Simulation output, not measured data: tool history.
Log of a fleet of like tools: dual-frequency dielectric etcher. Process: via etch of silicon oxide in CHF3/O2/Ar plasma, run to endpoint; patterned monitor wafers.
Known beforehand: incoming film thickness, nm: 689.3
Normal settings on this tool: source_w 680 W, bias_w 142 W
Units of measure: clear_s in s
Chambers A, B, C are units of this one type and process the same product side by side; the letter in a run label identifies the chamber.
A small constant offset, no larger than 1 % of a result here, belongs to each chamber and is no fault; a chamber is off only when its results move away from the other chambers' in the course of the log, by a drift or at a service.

{"day": 0.142, "done": "chamber A: wet clean of the chamber"}
{"run": "1A", "day": 0.408, "source_w": 680, "bias_w": 142, "clear_s": 356.18}
{"run": "2B", "day": 0.883, "source_w": 680, "bias_w": 142, "clear_s": 356.89}
{"run": "3C", "day": 1.212, "source_w": 680, "bias_w": 142, "clear_s": 361.01}
{"run": "4C", "day": 1.679, "source_w": 680, "bias_w": 142, "clear_s": 361.97}
{"run": "5A", "day": 2.058, "source_w": 750, "bias_w": 156, "clear_s": 332.93}
{"run": "6B", "day": 2.492, "source_w": 750, "bias_w": 156, "clear_s": 331.46}
{"run": "7A", "day": 3.104, "source_w": 750, "bias_w": 156, "clear_s": 336.15}
{"run": "8C", "day": 3.454, "source_w": 680, "bias_w": 142, "clear_s": 361.22}
{"run": "9B", "day": 3.771, "source_w": 680, "bias_w": 142, "clear_s": 357.68}
{"run": "10A", "day": 4.208, "source_w": 680, "bias_w": 142, "clear_s": 358.52}
{"run": "11B", "day": 4.562, "source_w": 680, "bias_w": 142, "clear_s": 361.72}
{"run": "12C", "day": 4.921, "source_w": 680, "bias_w": 142, "clear_s": 358.91}
{"run": "13B", "day": 5.221, "source_w": 680, "bias_w": 142, "clear_s": 357.17}
{"run": "14A", "day": 5.533, "source_w": 680, "bias_w": 142, "clear_s": 358.77}
{"day": 5.733, "done": "chamber B: wet clean of the chamber"}
{"run": "15C", "day": 5.912, "source_w": 680, "bias_w": 142, "clear_s": 356.71}
{"run": "16A", "day": 6.467, "source_w": 680, "bias_w": 142, "clear_s": 358.2}
{"run": "17B", "day": 7.1, "source_w": 680, "bias_w": 142, "clear_s": 359.46}
{"run": "18C", "day": 7.458, "source_w": 680, "bias_w": 142, "clear_s": 354.93}
{"run": "19A", "day": 8.117, "source_w": 680, "bias_w": 142, "clear_s": 355.5}
{"run": "20C", "day": 8.508, "source_w": 570, "bias_w": 142, "clear_s": 376.63}
{"run": "21B", "day": 8.875, "source_w": 570, "bias_w": 142, "clear_s": 384.29}
{"run": "22C", "day": 9.442, "source_w": 570, "bias_w": 142, "clear_s": 378.06}
{"run": "23B", "day": 9.988, "source_w": 680, "bias_w": 142, "clear_s": 358.73}
{"run": "24A", "day": 10.579, "source_w": 680, "bias_w": 142, "clear_s": 354.02}
{"run": "25A", "day": 10.967, "source_w": 680, "bias_w": 142, "clear_s": 358.21}
{"run": "26C", "day": 11.621, "source_w": 680, "bias_w": 172, "clear_s": 325.85}
{"run": "27B", "day": 11.983, "source_w": 680, "bias_w": 172, "clear_s": 333.45}
{"run": "28B", "day": 12.375, "source_w": 680, "bias_w": 172, "clear_s": 334.48}
{"run": "29A", "day": 12.846, "source_w": 680, "bias_w": 142, "clear_s": 360.39}
{"run": "30C", "day": 13.183, "source_w": 680, "bias_w": 142, "clear_s": 347.2}
{"run": "31A", "day": 13.617, "source_w": 680, "bias_w": 142, "clear_s": 359.1}

The same settings go to every chamber for the next run, one line per chamber below. Forecast the results for each:
{"run": "32A", "day": 14.096, "source_w": 680, "bias_w": 142, "clear_s": "?"}
{"run": "32B", "day": 14.096, "source_w": 680, "bias_w": 142, "clear_s": "?"}
{"run": "32C", "day": 14.096, "source_w": 680, "bias_w": 142, "clear_s": "?"}

run=32A clear_s=358.19
run=32B clear_s=357.57
run=32C clear_s=345.52
